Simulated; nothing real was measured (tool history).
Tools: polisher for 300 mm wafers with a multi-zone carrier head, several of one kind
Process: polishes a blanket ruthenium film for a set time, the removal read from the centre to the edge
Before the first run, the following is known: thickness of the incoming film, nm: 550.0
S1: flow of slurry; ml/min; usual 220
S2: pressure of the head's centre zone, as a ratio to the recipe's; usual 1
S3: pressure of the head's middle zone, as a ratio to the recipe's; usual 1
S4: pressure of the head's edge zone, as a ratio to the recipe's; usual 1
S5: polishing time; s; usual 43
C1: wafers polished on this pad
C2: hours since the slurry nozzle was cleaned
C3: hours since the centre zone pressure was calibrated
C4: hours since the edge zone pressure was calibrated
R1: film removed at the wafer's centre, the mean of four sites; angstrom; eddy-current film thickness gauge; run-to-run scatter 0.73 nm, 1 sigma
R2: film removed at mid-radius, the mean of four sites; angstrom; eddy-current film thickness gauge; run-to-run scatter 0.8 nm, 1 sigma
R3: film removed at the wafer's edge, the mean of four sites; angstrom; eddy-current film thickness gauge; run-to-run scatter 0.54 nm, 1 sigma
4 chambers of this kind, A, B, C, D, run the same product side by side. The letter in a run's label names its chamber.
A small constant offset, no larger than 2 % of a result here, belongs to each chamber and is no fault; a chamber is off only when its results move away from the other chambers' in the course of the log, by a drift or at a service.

{"run": "1B", "hour": 11.6, "S1": 220, "S2": 1, "S3": 1, "S4": 1, "S5": 43, "C1": 220, "C2": 516, "C3": 215, "C4": 318.1, "R1": 730.13, "R2": 719.88, "R3": 720.38}
{"hour": 16.9, "done": "chamber D: edge zone pressure recalibrated"}
{"hour": 21.0, "done": "chamber D: worn pad replaced by a new one"}
{"run": "2D", "hour": 22.7, "S1": 220, "S2": 1, "S3": 1, "S4": 1, "S5": 43, "C1": 21, "C2": 161.2, "C3": 932.6, "C4": 5.8, "R1": 735.06, "R2": 729.84, "R3": 712.53}
{"run": "3C", "hour": 34.1, "S1": 220, "S2": 1, "S3": 1, "S4": 1, "S5": 43, "C1": 745, "C2": 528.6, "C3": 163.7, "C4": 113.1, "R1": 723.37, "R2": 709.09, "R3": 721.42}
{"hour": 40.1, "done": "chamber C: slurry nozzle cleaned"}
{"hour": 43.3, "done": "chamber A: worn pad replaced by a new one"}
{"run": "4A", "hour": 43.4, "S1": 220, "S2": 1, "S3": 1, "S4": 1, "S5": 43, "C1": 2, "C2": 308, "C3": 160.8, "C4": 627.1, "R1": 697.14, "R2": 707.1, "R3": 727.22}
{"hour": 53.7, "done": "chamber C: worn pad replaced by a new one"}
{"hour": 54.5, "done": "chamber B: worn pad replaced by a new one"}
{"run": "5D", "hour": 58.2, "S1": 220, "S2": 1, "S3": 1, "S4": 1, "S5": 43, "C1": 476, "C2": 196.7, "C3": 968.1, "C4": 41.3, "R1": 721.85, "R2": 732.67, "R3": 717.33}
{"run": "6A", "hour": 69.7, "S1": 220, "S2": 1, "S3": 1, "S4": 1, "S5": 43, "C1": 338, "C2": 334.3, "C3": 187.1, "C4": 653.4, "R1": 716.53, "R2": 719.76, "R3": 711.86}
{"run": "7B", "hour": 82.2, "S1": 220, "S2": 1, "S3": 1, "S4": 1, "S5": 43, "C1": 355, "C2": 586.6, "C3": 285.6, "C4": 388.7, "R1": 709.83, "R2": 724.72, "R3": 710.35}
{"hour": 85.5, "done": "chamber D: worn pad replaced by a new one"}
{"run": "8C", "hour": 92.5, "S1": 220, "S2": 1, "S3": 1.06, "S4": 1, "S5": 33, "C1": 496, "C2": 52.4, "C3": 222.1, "C4": 171.5, "R1": 550.1, "R2": 587.89, "R3": 556.2}
{"run": "9A", "hour": 104.5, "S1": 220, "S2": 1, "S3": 1.06, "S4": 1, "S5": 33, "C1": 783, "C2": 369.1, "C3": 221.9, "C4": 688.2, "R1": 552.02, "R2": 577.72, "R3": 540.89}
{"hour": 114.1, "done": "chamber B: worn pad replaced by a new one"}
{"run": "10D", "hour": 119.4, "S1": 220, "S2": 1, "S3": 1.06, "S4": 1, "S5": 33, "C1": 434, "C2": 257.9, "C3": 1029.3, "C4": 102.5, "R1": 562.56, "R2": 590.48, "R3": 557.09}
{"hour": 128.3, "done": "chamber D: centre zone pressure recalibrated"}
{"hour": 129.8, "done": "chamber A: worn pad replaced by a new one"}
{"hour": 131.4, "done": "chamber C: worn pad replaced by a new one"}
{"hour": 131.8, "done": "chamber A: edge zone pressure recalibrated"}
{"run": "11B", "hour": 134.7, "S1": 220, "S2": 1, "S3": 1.06, "S4": 1, "S5": 33, "C1": 264, "C2": 639.1, "C3": 338.1, "C4": 441.2, "R1": 548.85, "R2": 579.46, "R3": 545.8}
{"run": "12C", "hour": 143.3, "S1": 220, "S2": 1, "S3": 1, "S4": 1, "S5": 43, "C1": 152, "C2": 103.2, "C3": 272.9, "C4": 222.3, "R1": 726.61, "R2": 704.41, "R3": 724.28}
{"hour": 144.9, "done": "chamber D: slurry nozzle cleaned"}
{"run": "13D", "hour": 155.2, "S1": 220, "S2": 1, "S3": 1, "S4": 1, "S5": 43, "C1": 891, "C2": 10.3, "C3": 27, "C4": 138.3, "R1": 728.27, "R2": 736.83, "R3": 713.54}
{"hour": 164.9, "done": "chamber D: worn pad replaced by a new one"}
{"run": "14C", "hour": 170.7, "S1": 220, "S2": 1, "S3": 1, "S4": 1, "S5": 43, "C1": 502, "C2": 130.6, "C3": 300.3, "C4": 249.7, "R1": 727.98, "R2": 706.12, "R3": 712.63}
{"run": "15A", "hour": 184.3, "S1": 220, "S2": 1, "S3": 1, "S4": 1, "S5": 43, "C1": 697, "C2": 448.9, "C3": 301.7, "C4": 52.6, "R1": 716.79, "R2": 727.49, "R3": 716.45}
{"hour": 186.4, "done": "chamber B: worn pad replaced by a new one"}
{"hour": 190.7, "done": "chamber C: worn pad replaced by a new one"}
{"run": "16B", "hour": 196.6, "S1": 220, "S2": 1, "S3": 1, "S4": 1, "S5": 43, "C1": 130, "C2": 701, "C3": 400, "C4": 503.1, "R1": 725.29, "R2": 723.89, "R3": 708.38}
{"run": "17C", "hour": 207.8, "S1": 220, "S2": 1, "S3": 1, "S4": 1, "S5": 43, "C1": 219, "C2": 167.7, "C3": 337.4, "C4": 286.8, "R1": 727.4, "R2": 708.71, "R3": 718.16}
{"hour": 208.9, "done": "chamber A: worn pad replaced by a new one"}
{"run": "18A", "hour": 217.9, "S1": 220, "S2": 1, "S3": 1, "S4": 1, "S5": 43, "C1": 115, "C2": 482.5, "C3": 335.3, "C4": 86.2, "R1": 709.58, "R2": 707.34, "R3": 715.45}
{"run": "19B", "hour": 228.0, "S1": 220, "S2": 1, "S3": 1, "S4": 0.93, "S5": 43, "C1": 532, "C2": 732.4, "C3": 431.4, "C4": 534.5, "R1": 717.05, "R2": 706.02, "R3": 683.71}
{"hour": 232.7, "done": "chamber C: centre zone pressure recalibrated"}
{"run": "20D", "hour": 236.1, "S1": 220, "S2": 1, "S3": 1, "S4": 0.93, "S5": 43, "C1": 911, "C2": 91.2, "C3": 107.9, "C4": 219.2, "R1": 715.9, "R2": 732.84, "R3": 683.49}
{"hour": 237.2, "done": "chamber D: worn pad replaced by a new one"}
{"run": "21D", "hour": 245.4, "S1": 220, "S2": 1, "S3": 1, "S4": 0.93, "S5": 43, "C1": 106, "C2": 100.5, "C3": 117.2, "C4": 228.5, "R1": 719.81, "R2": 722.2, "R3": 691.37}
{"hour": 250.6, "done": "chamber C: worn pad replaced by a new one"}
{"hour": 252.0, "done": "chamber A: slurry nozzle cleaned"}
{"run": "22A", "hour": 253.0, "S1": 220, "S2": 1, "S3": 1, "S4": 0.93, "S5": 43, "C1": 564, "C2": 1.1, "C3": 370.4, "C4": 121.3, "R1": 713.61, "R2": 717.05, "R3": 695.73}
{"hour": 253.7, "done": "chamber B: worn pad replaced by a new one"}
{"run": "23B", "hour": 268.7, "S1": 220, "S2": 1, "S3": 1, "S4": 1, "S5": 43, "C1": 192, "C2": 773.1, "C3": 472.1, "C4": 575.2, "R1": 712.99, "R2": 702.95, "R3": 716.99}
{"run": "24C", "hour": 276.9, "S1": 220, "S2": 1, "S3": 1, "S4": 1, "S5": 43, "C1": 337, "C2": 236.8, "C3": 44.3, "C4": 355.9, "R1": 714.51, "R2": 723.07, "R3": 722.58}
{"run": "25D", "hour": 291.5, "S1": 220, "S2": 1, "S3": 1, "S4": 1, "S5": 43, "C1": 695, "C2": 146.6, "C3": 163.3, "C4": 274.6, "R1": 727.39, "R2": 735.35, "R3": 714.9}
{"hour": 301.9, "done": "chamber A: worn pad replaced by a new one"}
{"hour": 303.2, "done": "chamber D: worn pad replaced by a new one"}
{"run": "26B", "hour": 307.0, "S1": 220, "S2": 1, "S3": 1, "S4": 1, "S5": 43, "C1": 682, "C2": 811.4, "C3": 510.4, "C4": 613.5, "R1": 706.31, "R2": 732.19, "R3": 707.24}
{"hour": 313.5, "done": "chamber C: worn pad replaced by a new one"}
{"run": "27C", "hour": 315.1, "S1": 220, "S2": 1, "S3": 1, "S4": 1, "S5": 43, "C1": 21, "C2": 275, "C3": 82.5, "C4": 394.1, "R1": 716.54, "R2": 703.26, "R3": 719.92}
{"run": "28A", "hour": 324.0, "S1": 220, "S2": 1, "S3": 1, "S4": 1, "S5": 43, "C1": 283, "C2": 72.1, "C3": 441.4, "C4": 192.3, "R1": 711.08, "R2": 719.17, "R3": 714.79}
{"run": "29C", "hour": 336.1, "S1": 290, "S2": 1.08, "S3": 1, "S4": 1, "S5": 43, "C1": 289, "C2": 296, "C3": 103.5, "C4": 415.1, "R1": 812.85, "R2": 741.77, "R3": 735.43}
{"run": "30D", "hour": 347.3, "S1": 290, "S2": 1.08, "S3": 1, "S4": 1, "S5": 43, "C1": 565, "C2": 202.4, "C3": 219.1, "C4": 330.4, "R1": 819.38, "R2": 749.85, "R3": 729.12}

Decide between three cases: one chamber stands off from its peers, the gauge reading all wafers drifts, or nothing is wrong past each chamber's small offset. Where a chamber is off, say which and what most likely put it there.

No chamber stands off beyond its own small offset, and the gauge holds steady.
